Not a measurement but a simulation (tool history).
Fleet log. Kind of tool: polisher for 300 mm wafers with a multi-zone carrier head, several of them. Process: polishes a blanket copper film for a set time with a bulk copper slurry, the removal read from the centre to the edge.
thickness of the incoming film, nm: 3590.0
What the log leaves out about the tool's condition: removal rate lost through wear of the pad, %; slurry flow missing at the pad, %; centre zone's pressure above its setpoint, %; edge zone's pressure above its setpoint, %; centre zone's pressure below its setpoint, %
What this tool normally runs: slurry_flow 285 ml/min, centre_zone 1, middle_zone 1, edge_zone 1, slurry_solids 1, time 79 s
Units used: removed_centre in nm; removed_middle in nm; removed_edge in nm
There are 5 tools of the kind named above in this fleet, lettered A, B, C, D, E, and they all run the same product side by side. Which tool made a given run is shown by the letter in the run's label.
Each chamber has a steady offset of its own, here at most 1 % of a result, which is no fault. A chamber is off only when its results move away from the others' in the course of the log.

run,day,slurry_flow,centre_zone,middle_zone,edge_zone,slurry_solids,time,wafers polished on this pad,hours since the slurry nozzle was cleaned,hours since the centre zone pressure was calibrated,hours since the edge zone pressure was calibrated,removed_centre,removed_middle,removed_edge
1D,0.325,285,1,1,1,1,79,619,743.1,358.3,66.9,514.62,514.96,506.16
2B,0.638,285,1,1,1,1,79,107,237.8,651.8,237.7,520.76,511.3,517.59
# day 0.975: chamber D: worn pad replaced by a new one
3E,1.133,285,1,1,1,1,79,570,311.8,621,139.1,514.46,514.87,513.39
4C,1.583,285,1,1,1,1,79,797,421.7,327.6,123,493.58,517.86,509.25
5A,2.229,285,1,1,1,1,79,340,118.8,567.9,396.5,510.83,515.9,505.22
# day 2.292: chamber D: slurry nozzle cleaned
6C,2.6,285,1,1,1,1,79,951,446.1,352,147.4,507.35,517.08,506.71
7B,2.971,285,1,1,1,1,79,462,293.8,707.8,293.7,519.34,516.49,513.06
8E,3.612,285,1,1,1,1,79,947,371.3,680.5,198.6,496.48,512.83,516.93
# day 3.975: chamber C: centre zone pressure recalibrated
# day 4: chamber C: worn pad replaced by a new one
9D,4.071,285,1,1,1,1,79,470,42.7,448.2,156.8,517.22,510.18,509.91
10A,4.512,285,1,1,1,1,79,688,173.6,622.7,451.3,502.92,514.64,512.18
# day 4.904: chamber E: worn pad replaced by a new one
11C,5.158,285,1,1,1,1,79,176,507.5,28.4,208.8,506.11,522.71,505.27
12E,5.667,375,1,1,1,1,79,116,420.6,729.8,247.9,529.7,528.6,522.18
13A,6.262,375,1,1,1,1,79,954,215.6,664.7,493.3,525.16,521.93,514.17
# day 6.346: chamber D: worn pad replaced by a new one
# day 6.492: chamber A: worn pad replaced by a new one
14B,6.758,375,1,1,1,1,79,1037,384.7,798.7,384.6,536.64,525.69,519.8
15D,7.375,375,1,1,1,1,79,156,122,527.5,236.1,525.1,527.69,528.38
16D,7.721,375,1,1,1,1,79,209,130.3,535.8,244.4,520.73,526.04,517
17E,8.396,285,1,1,1,1,79,531,486.1,795.3,313.4,523.09,519.87,524.72
# day 8.504: chamber B: worn pad replaced by a new one
# day 8.671: chamber A: edge zone pressure recalibrated
18C,8.954,285,0.88,1,1.11,1,79,753,598.6,119.5,299.9,444.51,511.65,549.8
19B,9.638,285,0.88,1,1.11,1,79,172,453.8,867.8,453.7,455.99,513.58,543.39
20A,10.238,285,0.88,1,1.11,1,79,569,311,760.1,37.7,438.47,518.96,537.89
# day 10.696: chamber E: slurry nozzle cleaned
21C,10.821,285,0.88,1,1.11,1,79,1037,643.4,164.3,344.7,449.44,509.97,539.35
# day 11.296: chamber D: worn pad replaced by a new one
22A,11.504,285,0.88,1,1.11,1,79,762,341.4,790.5,68.1,448.61,508.91,543.66
# day 11.654: chamber B: centre zone pressure recalibrated
23D,12.029,285,1,1,1,1,79,111,233.7,639.2,347.8,489.19,513.49,517.08
# day 12.35: chamber A: worn pad replaced by a new one
24E,12.379,285,1,1,1,1,79,1136,40.4,890.9,409,515.99,514.71,520.49
# day 12.6: chamber C: worn pad replaced by a new one
25B,13,285,1,1,1,1,79,684,534.5,32.3,534.4,525.54,517.51,513.4
# day 13.075: chamber C: edge zone pressure recalibrated
# day 13.55: chamber E: worn pad replaced by a new one
26E,13.579,285,1,1,1,1,79,5,69.2,919.7,437.8,507.22,519.15,511.78
# day 13.842: chamber C: slurry nozzle cleaned
27C,14.042,320,1,1,0.91,1,79,219,4.8,241.6,23.3,513.84,523.53,489.89
28B,14.429,320,1,1,0.91,1,79,901,568.8,66.6,568.7,516.23,515.47,486.74
# day 14.858: chamber A: slurry nozzle cleaned
29D,14.996,320,1,1,0.91,1,79,562,304.9,710.4,419,492.83,520.75,489.86
30A,15.683,320,1,1,0.91,1,79,507,19.9,890.8,168.4,519.55,512.31,487.13
# day 15.921: chamber D: edge zone pressure recalibrated
31E,16.25,320,1,1,0.91,1,79,411,133.3,983.8,501.9,537.92,519.47,488.25
# day 16.562: chamber C: centre zone pressure recalibrated
# day 16.6: chamber D: worn pad replaced by a new one
32D,16.654,285,1,1,1,1,79,8,344.7,750.2,17.7,470.27,517.69,518.01
33B,17.004,285,1,1,1,1,79,1292,630.6,128.4,630.5,511.37,507.93,509.77
34C,17.371,285,1,1,1,1,79,725,84.7,19.5,103.2,502.78,512.05,511.33
35A,17.783,285,1,1,1,1,79,826,70.3,941.2,218.8,505.63,519.75,515.63
36E,18.383,285,1,1,1.11,1,53,735,184.5,1035,553.1,350.48,345.36,374.49
37B,18.967,285,1,1,1.11,1,53,1591,677.7,175.5,677.6,345.7,343.03,365.71
38C,19.471,285,1,1,1.11,1,53,1044,135.1,69.9,153.6,335.2,346.8,363.07
39D,20.021,285,1,1,1.11,1,53,520,425.5,831,98.5,300.89,344.53,362.73

Predict what each chamber gives when all 5 of them run the settings below next.
40A,20.517,285,1,1,1,1,79,,,,,?,?,?
40B,20.517,285,1,1,1,1,79,,,,,?,?,?
40C,20.517,285,1,1,1,1,79,,,,,?,?,?
40D,20.517,285,1,1,1,1,79,,,,,?,?,?
40E,20.517,285,1,1,1,1,79,,,,,?,?,?

run,removed_centre,removed_middle,removed_edge
40A,520.07,517.42,507.12
40B,513.72,514.64,508.41
40C,509.92,513.72,505.35
40D,465.81,511.72,505.78
40E,516.51,514,518.48
